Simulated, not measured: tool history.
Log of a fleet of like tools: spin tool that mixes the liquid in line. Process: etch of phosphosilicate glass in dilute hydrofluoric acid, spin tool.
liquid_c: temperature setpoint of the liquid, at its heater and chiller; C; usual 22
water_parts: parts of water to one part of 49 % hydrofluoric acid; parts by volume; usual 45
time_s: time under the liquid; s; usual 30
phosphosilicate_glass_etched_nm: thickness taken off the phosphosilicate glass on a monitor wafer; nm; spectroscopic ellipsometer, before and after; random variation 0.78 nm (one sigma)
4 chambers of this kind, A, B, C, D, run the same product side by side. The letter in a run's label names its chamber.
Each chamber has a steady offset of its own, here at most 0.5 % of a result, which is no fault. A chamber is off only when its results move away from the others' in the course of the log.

run	hour	liquid_c	water_parts	time_s	hours since the thermometer was replaced	hours since the hydrofluoric acid flow meter was replaced	read-back film thickness of the phosphosilicate glass reference wafer, read on the same gauge (nm)	phosphosilicate_glass_etched_nm
1A	4.9	22	45	30	225.9	410.7	89.971	80.765
2B	10.3	22	45	30	2035.8	449.4	89.985	80.922
3C	14.7	22	45	30	1700.1	29	90.003	80.003
4D	19	22	45	30	332.5	733.2	89.986	80.813
5B	25.8	22	45	30	2051.3	464.9	90.017	79.994
6C	29.4	22	45	30	1714.8	43.7	89.984	79.566
7A	35.5	22	45	30	256.5	441.3	90.051	80.057
# hour 41: chamber A: hydrofluoric acid flow meter replaced
8D	43.3	22	45	30	356.8	757.5	89.984	82.827
9C	49.5	22	45	30	1734.9	63.8	90.026	79.037
10D	55.7	22	45	30	369.2	769.9	89.967	82.114
11B	61.4	22	45	30	2086.9	500.5	89.971	79.599
12A	66.5	22	45	30	287.5	25.6	90.041	81.528
13A	70.6	22	45	30	291.6	29.7	89.975	79.45
14C	75.9	22	45	30	1761.3	90.2	90.005	78.893
15B	80.6	22	45	30	2106.1	519.7	89.996	79.587
16D	87.8	22	25	30	401.3	802	90.037	152.61
17C	92.5	22	25	30	1777.9	106.8	89.99	146
18B	96.7	22	25	30	2122.2	535.8	90.004	145.01
19A	102.7	22	25	30	323.7	61.8	90.016	149.16
20D	106.6	22	45	30	420.1	820.8	89.996	83.913
21A	110.9	22	45	30	331.9	70	90.057	79.502
22D	116.1	22	30	45	429.6	830.3	89.978	193.53
# hour 119.4: chamber B: thermometer replaced
23C	123.5	22	30	45	1808.9	137.8	90.017	182.23
24B	129.2	22	30	45	9.8	568.3	90.017	182.54
25D	134.7	22	30	45	448.2	848.9	90.029	193.51
26C	142.4	18	45	40	1827.8	156.7	89.993	89.934
27A	147.1	18	45	40	368.1	106.2	89.972	89.57
28B	154.7	18	45	40	35.3	593.8	90.003	89.834
29D	162	18	45	40	475.5	876.2	89.974	97.082
30B	168.2	22	45	30	48.8	607.3	90.025	80.671
31A	172.9	22	60	20	393.9	132	90.012	39.257
32C	178.6	22	60	20	1864	192.9	89.987	39.273
33A	186.4	22	60	20	407.4	145.5	89.973	39.4
34D	194.2	22	60	20	507.7	908.4	90.002	42.125
35C	199.8	22	45	30	1885.2	214.1	90.02	79.782
36B	205.9	22	45	30	86.5	645	89.985	80.439
37D	211.5	22	45	30	525	925.7	90.013	87.744
# hour 216.7: chamber B: hydrofluoric acid flow meter replaced
38C	218.3	22	45	30	1903.7	232.6	90.025	79.513
39B	223.6	24.5	45	20	104.2	7	89.971	58.946
40A	230.6	24.5	45	20	451.6	189.7	89.977	59.175
41A	237.6	24.5	45	20	458.6	196.7	90.004	59.592
42D	241	24.5	45	20	554.5	955.2	90.007	65.622
43B	245.4	17.5	55	30	126	28.8	90.031	53.519
44C	250.7	17.5	55	30	1936.1	265	89.992	53.375

All 4 chambers run these settings next. Forecast each chamber's results:
45A	256.3	19	45	30				?
45B	256.3	19	45	30				?
45C	256.3	19	45	30				?
45D	256.3	19	45	30				?

run	phosphosilicate_glass_etched_nm
45A	70.119
45B	70.181
45C	69.729
45D	78.729

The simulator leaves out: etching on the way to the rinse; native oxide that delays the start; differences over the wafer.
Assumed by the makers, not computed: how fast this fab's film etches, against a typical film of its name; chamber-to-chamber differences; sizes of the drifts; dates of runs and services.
